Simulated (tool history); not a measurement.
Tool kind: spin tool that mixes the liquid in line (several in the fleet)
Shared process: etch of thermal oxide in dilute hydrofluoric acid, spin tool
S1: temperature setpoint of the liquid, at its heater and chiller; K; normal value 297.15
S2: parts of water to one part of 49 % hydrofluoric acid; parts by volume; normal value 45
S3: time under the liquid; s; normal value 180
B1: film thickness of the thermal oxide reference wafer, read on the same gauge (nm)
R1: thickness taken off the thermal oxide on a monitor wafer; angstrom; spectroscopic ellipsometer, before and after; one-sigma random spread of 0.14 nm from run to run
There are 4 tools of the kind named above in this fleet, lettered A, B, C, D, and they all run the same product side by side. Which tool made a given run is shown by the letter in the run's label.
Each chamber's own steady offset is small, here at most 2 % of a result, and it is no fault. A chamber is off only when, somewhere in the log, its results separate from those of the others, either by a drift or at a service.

At hour 2.1: chamber C: hydrofluoric acid flow meter replaced.
Run 1C, hour 9.6: usual settings; B1 110.02. Result: R1 210.67 angstrom.
Run 2D, hour 18.9: usual settings; B1 110.01. Result: R1 208.04 angstrom.
Run 3B, hour 24.2: usual settings; B1 110.02. Result: R1 209.75 angstrom.
Run 4A, hour 35.4: usual settings; B1 109.99. Result: R1 210.12 angstrom.
Run 5B, hour 45.6: usual settings; B1 109.98. Result: R1 210.73 angstrom.
Run 6D, hour 54.6: usual settings; B1 110.01. Result: R1 204.86 angstrom.
Run 7C, hour 65.4: usual settings; B1 109.98. Result: R1 207.61 angstrom.
Run 8A, hour 75.8: usual settings; B1 109.99. Result: R1 209.38 angstrom.
Run 9C, hour 82.0: usual settings; B1 110.00. Result: R1 210.12 angstrom.
Run 10B, hour 92.1: usual settings; B1 109.99. Result: R1 209.58 angstrom.
Run 11D, hour 99.7: usual settings; B1 109.99. Result: R1 207.87 angstrom.
Run 12A, hour 107.6: usual settings; B1 110.02. Result: R1 211.52 angstrom.
Run 13D, hour 117.7: usual settings; B1 110.01. Result: R1 208.53 angstrom.
Run 14B, hour 128.0: usual settings; B1 110.02. Result: R1 211.37 angstrom.
Run 15C, hour 134.5: usual settings; B1 110.01. Result: R1 210.58 angstrom.
Run 16A, hour 142.5: usual settings; B1 110.01. Result: R1 210.09 angstrom.
Run 17A, hour 151.2: usual settings; B1 109.98. Result: R1 212.66 angstrom.
Run 18B, hour 161.2: usual settings but S1 300.15 K; B1 109.97. Result: R1 235.00 angstrom.
Run 19C, hour 169.5: usual settings but S1 300.15 K; B1 110.01. Result: R1 236.30 angstrom.
Run 20D, hour 180.9: usual settings but S1 300.15 K; B1 110.00. Result: R1 243.46 angstrom.
Run 21D, hour 189.6: usual settings but S1 300.15 K; B1 109.99. Result: R1 244.33 angstrom.
Run 22B, hour 200.5: usual settings; B1 110.01. Result: R1 212.57 angstrom.
Run 23C, hour 208.8: usual settings; B1 109.99. Result: R1 207.24 angstrom.
Run 24A, hour 220.9: usual settings; B1 109.98. Result: R1 210.16 angstrom.
Run 25D, hour 231.0: usual settings; B1 110.02. Result: R1 221.90 angstrom.
Run 26B, hour 237.3: usual settings; B1 110.01. Result: R1 209.39 angstrom.

Predict what each chamber gives when all 4 of them run the settings below next.
Run 27A, hour 246.0: usual settings but S2 35 parts by volume. Result: R1 ?.
Run 27B, hour 246.0: usual settings but S2 35 parts by volume. Result: R1 ?.
Run 27C, hour 246.0: usual settings but S2 35 parts by volume. Result: R1 ?.
Run 27D, hour 246.0: usual settings but S2 35 parts by volume. Result: R1 ?.

run      R1
27A  273.11
27B  273.91
27C  272.92
27D  290.26

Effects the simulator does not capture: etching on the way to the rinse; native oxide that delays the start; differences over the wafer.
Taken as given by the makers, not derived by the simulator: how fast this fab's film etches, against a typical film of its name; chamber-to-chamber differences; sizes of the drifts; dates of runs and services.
